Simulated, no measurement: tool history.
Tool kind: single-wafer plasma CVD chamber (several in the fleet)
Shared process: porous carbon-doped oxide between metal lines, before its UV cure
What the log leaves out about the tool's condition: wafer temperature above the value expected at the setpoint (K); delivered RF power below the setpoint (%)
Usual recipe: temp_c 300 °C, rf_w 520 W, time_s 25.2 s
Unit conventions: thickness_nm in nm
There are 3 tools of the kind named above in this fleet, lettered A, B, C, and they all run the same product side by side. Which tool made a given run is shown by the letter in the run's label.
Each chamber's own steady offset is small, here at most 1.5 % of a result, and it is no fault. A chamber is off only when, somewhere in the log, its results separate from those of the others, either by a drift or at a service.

run  hour  temp_c  rf_w  time_s  hours since the last thermocouple change  hours since the last RF generator calibration  read-back reference wafer on the same gauge, thickness_nm  thickness_nm
 1B   3.8     300   520    25.2                                     582.8                                          680.5                                                     126.07         139.8
 2A   8.7     300   520    25.2                                    1899.4                                         1000.1                                                     126.03        139.48
 3C  13.3     300   520    25.2                                     557.5                                          344.7                                                     125.96        140.54
 4A  16.1     300   520    25.2                                    1906.8                                         1007.5                                                     126.04        139.93
 5B  19.5     300   520    25.2                                     598.5                                          696.2                                                        126        141.26
 6C  21.8     300   520    25.2                                       566                                          353.2                                                     125.96        140.24
 7C  26.6     300   520    25.2                                     570.8                                            358                                                     125.99        140.58
 8A  30.1     300   520    25.2                                    1920.8                                         1021.5                                                     126.07        139.62
 9B  34.2     300   585    20.9                                     613.2                                          710.9                                                     126.07        126.75
10C  38.6     300   585    20.9                                     582.8                                            370                                                        126        126.52
11B    41     300   585    20.9                                       620                                          717.7                                                     125.98        126.92
12A  44.6     300   520    25.2                                    1935.3                                           1036                                                     126.09        139.07
13A  47.2     300   520    25.2                                    1937.9                                         1038.6                                                     126.06         138.9
14B    51     300   520    25.2                                       630                                          727.7                                                     125.95        139.82
15C  54.1     300   520    25.2                                     598.3                                          385.5                                                      125.9        139.21
16B  57.2     305   615    25.2                                     636.2                                          733.9                                                     126.03        152.62
17A  59.4     305   615    25.2                                    1950.1                                         1050.8                                                     126.02        151.61
18C  63.2     305   615    25.2                                     607.4                                          394.6                                                     125.95        150.09
19C  65.7     300   520    25.2                                     609.9                                          397.1                                                     125.99        138.17
20B  69.3     300   520    25.2                                     648.3                                            746                                                     126.02        140.43
21A  73.4     300   520    25.2                                    1964.1                                         1064.8                                                        126        138.42
22A  75.9     300   520    25.2                                    1966.6                                         1067.3                                                      125.9        138.91
23C  78.8     300   520    25.2                                       623                                          410.2                                                     126.03        137.67
24B  83.6     300   520    25.2                                     662.6                                          760.3                                                     126.03        140.19
25A  86.3     300   520    25.2                                      1977                                         1077.7                                                     125.94        138.74
26C  88.9     300   520    25.2                                     633.1                                          420.3                                                        126        137.86

Is one chamber out of step, is the gauge drifting, or do the chambers differ by no more than their own small offsets? For an off chamber, give its letter and the likeliest cause.

Chamber C drifts away from the others.
Most likely cause: delivered RF power below the setpoint (%) = 3.57.
Not necessarily distinguishable in this log from: wafer temperature above the value expected at the setpoint (K).

Which of the 4 candidates below, each the usual settings with something changed and its results left as question marks, puts chamber C back in line with what the other chambers give on the usual settings?
Maximum distance from the other chambers' mean on the usual settings for a result to count as in line: thickness_nm 1.4 nm
27C-1  92.4     300   525    25.6                                                                                                                                                                 ?
27C-2  92.4     299   520    26.1                                                                                                                                                                 ?
27C-3  92.4     302   500    25.2                                                                                                                                                                 ?
27C-4  92.4     301   520    24.7                                                                                                                                                                 ?

What the other chambers average on the usual settings: thickness_nm 139.8 nm
  run  thickness_nm
27C-1        140.06
27C-2         142.6
27C-3        131.93
27C-4        133.67
It is 27C-1 that realigns the chamber with its peers.
